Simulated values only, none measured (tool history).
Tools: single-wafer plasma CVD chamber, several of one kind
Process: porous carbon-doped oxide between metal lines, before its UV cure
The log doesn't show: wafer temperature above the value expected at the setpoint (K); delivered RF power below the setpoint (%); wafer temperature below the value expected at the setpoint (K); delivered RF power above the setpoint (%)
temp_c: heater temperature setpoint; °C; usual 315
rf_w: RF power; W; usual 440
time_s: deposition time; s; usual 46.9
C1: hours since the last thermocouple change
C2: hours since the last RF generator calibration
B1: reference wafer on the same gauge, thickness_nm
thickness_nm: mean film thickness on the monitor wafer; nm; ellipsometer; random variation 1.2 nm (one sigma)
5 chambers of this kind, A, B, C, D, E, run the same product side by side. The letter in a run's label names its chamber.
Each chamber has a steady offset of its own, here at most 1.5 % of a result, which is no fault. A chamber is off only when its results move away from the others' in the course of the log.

run 1A hour=7.6 | temp_c=315 rf_w=440 time_s=46.9 | C1=192.0 C2=1009.3 | B1=188.10 | thickness_nm=209.51
run 2D hour=17.6 | temp_c=315 rf_w=440 time_s=46.9 | C1=2449.9 C2=495.9 | B1=187.74 | thickness_nm=213.74
run 3C hour=25.9 | temp_c=315 rf_w=440 time_s=46.9 | C1=770.3 C2=249.1 | B1=188.11 | thickness_nm=209.61
run 4B hour=37.7 | temp_c=315 rf_w=440 time_s=46.9 | C1=151.3 C2=1671.3 | B1=187.91 | thickness_nm=209.96
run 5E hour=48.7 | temp_c=315 rf_w=440 time_s=46.9 | C1=809.4 C2=128.8 | B1=188.03 | thickness_nm=209.29
run 6D hour=58.8 | temp_c=315 rf_w=440 time_s=46.9 | C1=2491.1 C2=537.1 | B1=188.12 | thickness_nm=214.72
run 7E hour=65.7 | temp_c=315 rf_w=440 time_s=46.9 | C1=826.4 C2=145.8 | B1=188.09 | thickness_nm=207.58
run 8A hour=77.2 | temp_c=315 rf_w=390 time_s=50.8 | C1=261.6 C2=1078.9 | B1=188.01 | thickness_nm=205.64
-- hour=77.8 chamber D: thermocouple changed; heater temperature recalibrated
run 9C hour=83.3 | temp_c=315 rf_w=390 time_s=50.8 | C1=827.7 C2=306.5 | B1=188.13 | thickness_nm=204.62
run 10B hour=93.6 | temp_c=315 rf_w=390 time_s=50.8 | C1=207.2 C2=1727.2 | B1=188.12 | thickness_nm=207.17
run 11B hour=100.6 | temp_c=315 rf_w=390 time_s=50.8 | C1=214.2 C2=1734.2 | B1=187.95 | thickness_nm=207.87
run 12A hour=110.8 | temp_c=315 rf_w=390 time_s=50.8 | C1=295.2 C2=1112.5 | B1=187.87 | thickness_nm=207.69
run 13D hour=123.1 | temp_c=315 rf_w=440 time_s=46.9 | C1=45.3 C2=601.4 | B1=187.87 | thickness_nm=212.29
run 14E hour=134.8 | temp_c=315 rf_w=440 time_s=46.9 | C1=895.5 C2=214.9 | B1=187.77 | thickness_nm=208.52
run 15C hour=142.7 | temp_c=315 rf_w=440 time_s=46.9 | C1=887.1 C2=365.9 | B1=187.98 | thickness_nm=209.79
run 16B hour=149.8 | temp_c=315 rf_w=440 time_s=46.9 | C1=263.4 C2=1783.4 | B1=187.94 | thickness_nm=207.62
run 17D hour=159.8 | temp_c=315 rf_w=440 time_s=46.9 | C1=82.0 C2=638.1 | B1=187.96 | thickness_nm=213.83
run 18E hour=167.8 | temp_c=315 rf_w=440 time_s=46.9 | C1=928.5 C2=247.9 | B1=187.95 | thickness_nm=207.81
run 19A hour=176.4 | temp_c=315 rf_w=440 time_s=46.9 | C1=360.8 C2=1178.1 | B1=187.98 | thickness_nm=207.11
run 20C hour=186.0 | temp_c=309 rf_w=475 time_s=46.9 | C1=930.4 C2=409.2 | B1=188.02 | thickness_nm=230.06
run 21D hour=194.9 | temp_c=309 rf_w=475 time_s=46.9 | C1=117.1 C2=673.2 | B1=188.15 | thickness_nm=233.39
run 22E hour=207.2 | temp_c=309 rf_w=475 time_s=46.9 | C1=967.9 C2=287.3 | B1=187.73 | thickness_nm=227.61
run 23C hour=214.8 | temp_c=309 rf_w=475 time_s=46.9 | C1=959.2 C2=438.0 | B1=188.05 | thickness_nm=230.00
run 24A hour=226.1 | temp_c=309 rf_w=475 time_s=46.9 | C1=410.5 C2=1227.8 | B1=187.90 | thickness_nm=226.07
run 25B hour=235.4 | temp_c=315 rf_w=440 time_s=46.9 | C1=349.0 C2=1869.0 | B1=187.95 | thickness_nm=212.06
run 26C hour=242.3 | temp_c=315 rf_w=440 time_s=46.9 | C1=986.7 C2=465.5 | B1=187.94 | thickness_nm=209.99
run 27A hour=253.9 | temp_c=315 rf_w=440 time_s=46.9 | C1=438.3 C2=1255.6 | B1=187.98 | thickness_nm=207.54
run 28B hour=262.4 | temp_c=315 rf_w=440 time_s=46.9 | C1=376.0 C2=1896.0 | B1=188.01 | thickness_nm=210.08
run 29D hour=269.9 | temp_c=315 rf_w=390 time_s=46.9 | C1=192.1 C2=748.2 | B1=187.97 | thickness_nm=193.83
run 30E hour=279.1 | temp_c=315 rf_w=390 time_s=46.9 | C1=1039.8 C2=359.2 | B1=187.85 | thickness_nm=189.32
run 31B hour=284.8 | temp_c=315 rf_w=390 time_s=46.9 | C1=398.4 C2=1918.4 | B1=188.06 | thickness_nm=192.54
run 32A hour=296.8 | temp_c=315 rf_w=390 time_s=46.9 | C1=481.2 C2=1298.5 | B1=187.96 | thickness_nm=185.28
run 33C hour=306.7 | temp_c=315 rf_w=390 time_s=46.9 | C1=1051.1 C2=529.9 | B1=188.24 | thickness_nm=187.72
run 34E hour=316.9 | temp_c=315 rf_w=440 time_s=46.9 | C1=1077.6 C2=397.0 | B1=187.89 | thickness_nm=207.92
run 35D hour=325.3 | temp_c=315 rf_w=440 time_s=46.9 | C1=247.5 C2=803.6 | B1=187.86 | thickness_nm=214.62
run 36B hour=334.7 | temp_c=315 rf_w=440 time_s=46.9 | C1=448.3 C2=1968.3 | B1=188.19 | thickness_nm=211.53
run 37D hour=346.7 | temp_c=315 rf_w=440 time_s=46.9 | C1=268.9 C2=825.0 | B1=188.04 | thickness_nm=213.71
run 38E hour=357.3 | temp_c=315 rf_w=440 time_s=46.9 | C1=1118.0 C2=437.4 | B1=188.08 | thickness_nm=208.76
run 39C hour=364.1 | temp_c=315 rf_w=440 time_s=46.9 | C1=1108.5 C2=587.3 | B1=187.96 | thickness_nm=210.34
run 40A hour=371.3 | temp_c=315 rf_w=440 time_s=46.9 | C1=555.7 C2=1373.0 | B1=188.07 | thickness_nm=197.72
run 41A hour=382.8 | temp_c=315 rf_w=440 time_s=46.9 | C1=567.2 C2=1384.5 | B1=188.26 | thickness_nm=198.45
run 42B hour=395.1 | temp_c=323 rf_w=440 time_s=41.8 | C1=508.7 C2=2028.7 | B1=188.11 | thickness_nm=180.47
run 43D hour=406.3 | temp_c=323 rf_w=440 time_s=41.8 | C1=328.5 C2=884.6 | B1=187.98 | thickness_nm=182.38
run 44E hour=417.6 | temp_c=323 rf_w=440 time_s=41.8 | C1=1178.3 C2=497.7 | B1=188.01 | thickness_nm=179.31

All 5 chambers run these settings next. Forecast each chamber's results:
run 45A hour=426.4 | temp_c=315 rf_w=440 time_s=46.9 | thickness_nm=?
run 45B hour=426.4 | temp_c=315 rf_w=440 time_s=46.9 | thickness_nm=?
run 45C hour=426.4 | temp_c=315 rf_w=440 time_s=46.9 | thickness_nm=?
run 45D hour=426.4 | temp_c=315 rf_w=440 time_s=46.9 | thickness_nm=?
run 45E hour=426.4 | temp_c=315 rf_w=440 time_s=46.9 | thickness_nm=?

run=45A thickness_nm=195.48
run=45B thickness_nm=209.64
run=45C thickness_nm=210.11
run=45D thickness_nm=214.11
run=45E thickness_nm=205.28

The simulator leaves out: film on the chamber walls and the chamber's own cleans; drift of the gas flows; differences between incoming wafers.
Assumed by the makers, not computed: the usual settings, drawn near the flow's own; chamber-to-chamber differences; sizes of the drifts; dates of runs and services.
